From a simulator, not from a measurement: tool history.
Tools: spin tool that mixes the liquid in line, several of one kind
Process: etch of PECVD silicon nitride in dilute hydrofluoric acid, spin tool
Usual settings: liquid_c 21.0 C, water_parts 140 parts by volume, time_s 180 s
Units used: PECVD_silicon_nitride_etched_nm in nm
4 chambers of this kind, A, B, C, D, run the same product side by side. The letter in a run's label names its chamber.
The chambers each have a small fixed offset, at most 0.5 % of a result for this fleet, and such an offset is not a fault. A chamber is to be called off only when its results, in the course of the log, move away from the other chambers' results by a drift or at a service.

run	hour	liquid_c	water_parts	time_s	read-back film thickness of the PECVD silicon nitride reference wafer, read on the same gauge (nm)	PECVD_silicon_nitride_etched_nm
1C	4.1	21.0	140	180	90.048	4.1684
2B	9.1	21.0	140	180	90.035	4.1921
3D	13.0	21.0	140	180	90.016	4.2382
4A	17.8	21.0	140	180	89.990	4.2307
5A	20.9	21.0	140	180	90.013	4.2385
6D	25.1	21.0	140	180	89.985	4.2408
7C	29.9	21.0	140	180	90.036	4.2505
8B	32.9	21.0	140	180	90.020	4.1893
9C	38.5	23.5	140	180	89.975	4.9220
10A	43.3	23.5	140	180	90.014	5.0664
11D	47.6	23.5	140	180	89.989	4.9769
12B	51.9	23.5	140	180	90.015	4.9665
13C	55.3	21.0	140	180	89.968	4.2003
14B	60.2	23.5	140	180	89.994	5.0097
15A	64.8	23.5	140	180	90.023	5.0602
16D	68.3	23.5	140	180	89.969	4.9738
17D	71.2	23.5	140	180	90.005	4.9887
18B	77.0	21.0	140	180	90.000	4.2142
19A	82.3	21.0	140	180	90.001	4.1966
20C	86.0	21.0	140	180	90.016	4.2347
21B	89.3	21.0	140	180	89.961	4.1883
22D	92.5	21.0	140	180	89.971	4.1906
23C	96.1	21.0	140	180	90.031	4.1908
24A	100.9	21.0	140	180	90.035	4.2440
25D	104.1	21.0	140	180	90.035	4.2210
26B	109.7	21.0	140	180	89.983	4.1657

Does one chamber stand apart from the rest, does the shared gauge drift, or is all well apart from small per-chamber offsets? Give the chamber and the most likely cause, where there is one.

Beyond each chamber's small constant offset nothing stands out, and the gauge stays steady.

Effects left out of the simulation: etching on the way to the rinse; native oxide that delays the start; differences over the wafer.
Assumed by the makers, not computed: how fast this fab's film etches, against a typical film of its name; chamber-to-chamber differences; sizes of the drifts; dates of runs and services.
